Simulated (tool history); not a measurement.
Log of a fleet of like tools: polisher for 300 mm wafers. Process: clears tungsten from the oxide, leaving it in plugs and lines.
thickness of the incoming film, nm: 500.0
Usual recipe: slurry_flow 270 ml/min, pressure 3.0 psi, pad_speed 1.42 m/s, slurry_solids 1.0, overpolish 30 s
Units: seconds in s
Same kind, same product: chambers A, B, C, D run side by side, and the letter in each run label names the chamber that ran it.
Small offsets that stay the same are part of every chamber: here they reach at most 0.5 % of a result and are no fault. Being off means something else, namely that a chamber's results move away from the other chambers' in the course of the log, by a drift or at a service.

run	hour	slurry_flow	pressure	pad_speed	slurry_solids	overpolish	seconds
1D	6.3	270	3.0	1.42	1.0	30	102.940
2B	12.5	270	3.0	1.42	1.0	30	103.730
# hour 15.1: chamber B: slurry nozzle cleaned
3C	17.2	270	3.0	1.42	1.0	30	106.110
4A	22.0	270	3.0	1.42	1.0	30	105.690
# hour 23.7: chamber B: worn pad replaced by a new one
5A	28.3	270	3.0	1.42	1.0	30	102.800
6C	34.7	270	3.0	1.42	1.0	30	104.600
7B	39.6	270	3.0	1.42	1.0	30	103.470
8D	43.6	270	3.0	1.42	1.0	30	106.500
# hour 44.9: chamber D: slurry tank refilled with fresh slurry and peroxide
9D	50.2	270	3.0	1.42	1.0	30	102.030
10B	55.5	270	3.0	1.42	1.0	30	103.490
# hour 56.5: chamber A: worn pad replaced by a new one
# hour 57.1: chamber C: worn pad replaced by a new one
11C	60.2	270	3.0	1.42	1.0	30	105.620
12A	67.2	270	3.0	1.42	1.0	30	103.490
13B	74.3	270	3.0	1.42	1.0	30	104.750
14A	81.1	270	3.0	1.42	1.0	30	104.600
# hour 83.8: chamber D: slurry blender recalibrated
15D	86.8	270	3.0	1.42	1.0	30	105.430
16C	93.5	270	3.0	1.42	1.0	30	106.110
17C	100.3	210	3.0	1.12	1.0	30	141.160
# hour 105.7: chamber A: slurry tank refilled with fresh slurry and peroxide
18D	108.2	210	3.0	1.12	1.0	30	137.920
19B	114.6	210	3.0	1.12	1.0	30	136.590
# hour 116.3: chamber B: slurry tank refilled with fresh slurry and peroxide
20A	120.4	210	3.0	1.12	1.0	30	136.020
21C	125.3	270	3.0	1.42	1.0	30	107.310
# hour 128.5: chamber A: slurry nozzle cleaned
22D	133.2	270	3.0	1.42	1.0	30	103.700
# hour 136.6: chamber B: worn pad replaced by a new one
23B	137.2	270	3.7	1.42	0.8	30	88.090
# hour 138.2: chamber C: slurry blender recalibrated
# hour 140.2: chamber A: slurry blender recalibrated
24A	140.9	270	3.7	1.42	0.8	30	88.208
# hour 141.9: chamber B: slurry blender recalibrated
25C	146.0	270	3.7	1.42	0.8	30	95.705
26B	153.3	270	3.7	1.42	0.8	30	87.838
# hour 155.2: chamber D: slurry tank refilled with fresh slurry and peroxide
27D	159.2	270	3.0	1.42	1.0	30	104.430
# hour 160.8: chamber C: worn pad replaced by a new one
28A	163.8	270	3.0	1.42	1.0	30	103.670
29C	168.0	215	3.0	1.42	1.0	30	114.050
# hour 170.1: chamber A: worn pad replaced by a new one
30B	175.3	215	3.0	1.42	1.0	30	106.790
# hour 179.4: chamber D: worn pad replaced by a new one
31A	182.1	215	3.0	1.42	1.0	30	107.690
32D	186.9	215	3.0	1.42	1.0	30	106.740
33D	190.9	270	3.0	1.42	1.0	30	104.380
34B	194.4	270	3.0	1.42	1.0	30	103.340
# hour 196.4: chamber D: slurry blender recalibrated
35C	201.2	270	3.0	1.42	1.0	30	113.100
36A	209.0	270	3.0	1.42	0.8	30	108.900
37B	214.4	270	3.0	1.42	0.8	30	110.140
38C	222.0	270	3.0	1.42	0.8	30	122.760
39A	227.1	270	3.0	1.42	0.8	30	108.210
40D	232.1	270	3.0	1.42	1.0	30	105.440

Next, all 4 chambers run the settings below, one line each with question marks for the results. What does each chamber give?
41A	237.8	270	3.8	1.42	1.0	30	?
41B	237.8	270	3.8	1.42	1.0	30	?
41C	237.8	270	3.8	1.42	1.0	30	?
41D	237.8	270	3.8	1.42	1.0	30	?

run	seconds
41A	81.202
41B	80.482
41C	91.780
41D	82.885

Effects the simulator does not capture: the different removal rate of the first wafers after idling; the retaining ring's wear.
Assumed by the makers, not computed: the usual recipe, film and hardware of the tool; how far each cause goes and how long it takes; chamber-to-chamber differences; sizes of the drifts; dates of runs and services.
